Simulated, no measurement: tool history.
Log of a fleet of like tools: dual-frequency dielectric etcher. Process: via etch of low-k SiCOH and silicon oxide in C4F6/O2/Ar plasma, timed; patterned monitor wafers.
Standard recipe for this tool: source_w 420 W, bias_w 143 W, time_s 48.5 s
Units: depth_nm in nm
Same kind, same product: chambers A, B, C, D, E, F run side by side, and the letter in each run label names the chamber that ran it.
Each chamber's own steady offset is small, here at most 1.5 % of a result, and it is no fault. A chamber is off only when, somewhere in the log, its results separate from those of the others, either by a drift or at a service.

run,hour,source_w,bias_w,time_s,"read-back reference wafer on the same gauge, depth_nm",depth_nm
1E,3.8,420,143,48.5,141.92,120.89
2C,7.3,420,143,48.5,141.94,121.31
3D,11.8,420,143,48.5,142.01,121.1
4B,16.4,420,143,48.5,142,120.38
5F,23,420,143,48.5,142.06,119.23
6A,26.4,420,143,48.5,141.92,121.14
7B,32.5,420,143,48.5,141.99,120.4
8C,38.7,420,143,48.5,141.97,121.51
9F,42.5,420,143,48.5,142.01,119.1
10D,45.7,420,143,48.5,141.98,120.97
# hour 48: chamber E: wet clean of the chamber
11A,52.9,420,143,48.5,142.06,121.27
12E,58.7,420,143,43.5,142.03,108.04
13C,61.8,420,143,43.5,142.04,109.05
14B,68.3,420,143,43.5,142.05,107.8
15A,72.6,420,143,43.5,142.02,108.38
16E,76.8,420,143,43.5,142.03,107.74
17F,83,420,143,43.5,141.99,107.22
18D,87.4,470,127,48.5,141.98,121.76
# hour 89.9: chamber C: wet clean of the chamber
19F,92.8,470,127,48.5,142.01,121.21
# hour 95.8: chamber D: wet clean of the chamber
20B,98.5,470,127,48.5,142.02,121.99
# hour 100.3: chamber A: wet clean of the chamber
21E,105.4,470,127,48.5,142.06,122.1
22D,109.3,470,127,48.5,141.96,124.47
23A,113.2,470,127,48.5,142.12,122.56
24C,117.3,420,143,48.5,141.96,121.77
25C,121.6,420,143,48.5,141.96,121.96
26B,128.4,420,143,48.5,142.01,120.33
27F,134.4,420,143,48.5,141.98,119.55
28D,139.6,420,143,48.5,141.94,123.63
29E,143.4,420,143,48.5,141.87,120.61
30A,147.5,420,143,48.5,141.93,120.94
31F,154.4,420,143,48.5,142.07,119.3
32B,160.4,420,143,48.5,142.03,120.31
33E,166,420,143,39,142,97.363
34A,172,420,143,39,142,97.527
35D,177.7,420,143,39,141.97,99.247
36C,183.6,420,143,39,142.1,98.221
37F,188.7,420,143,39,141.92,96.232
38B,195.1,420,143,39,141.99,96.914

Is one chamber off against the others, does the gauge drift, or is nothing wrong? If a chamber is off, say which, and what the likeliest cause is.

After it was serviced, chamber D no longer matches the other chambers.
Likeliest cause: etch rate over this chamber's usual, % = 2.36.

Which of the 4 candidates below, each the usual settings with something changed and its results left as question marks, puts chamber D back in line with what the other chambers give on the usual settings?
Counts as in line when no further than this from what the other chambers average on the usual settings: depth_nm 1.1 nm
39D-1,200.3,420,144,49.5,,?
39D-2,200.3,420,145,48.5,,?
39D-3,200.3,410,139,48.5,,?
39D-4,200.3,420,141,48.5,,?

What the other chambers average on the usual settings: depth_nm 120.75 nm
run,depth_nm
39D-1,126.09
39D-2,123.8
39D-3,121.1
39D-4,122.77
The answer is 39D-3, which returns the chamber to within the allowed miss of the others.
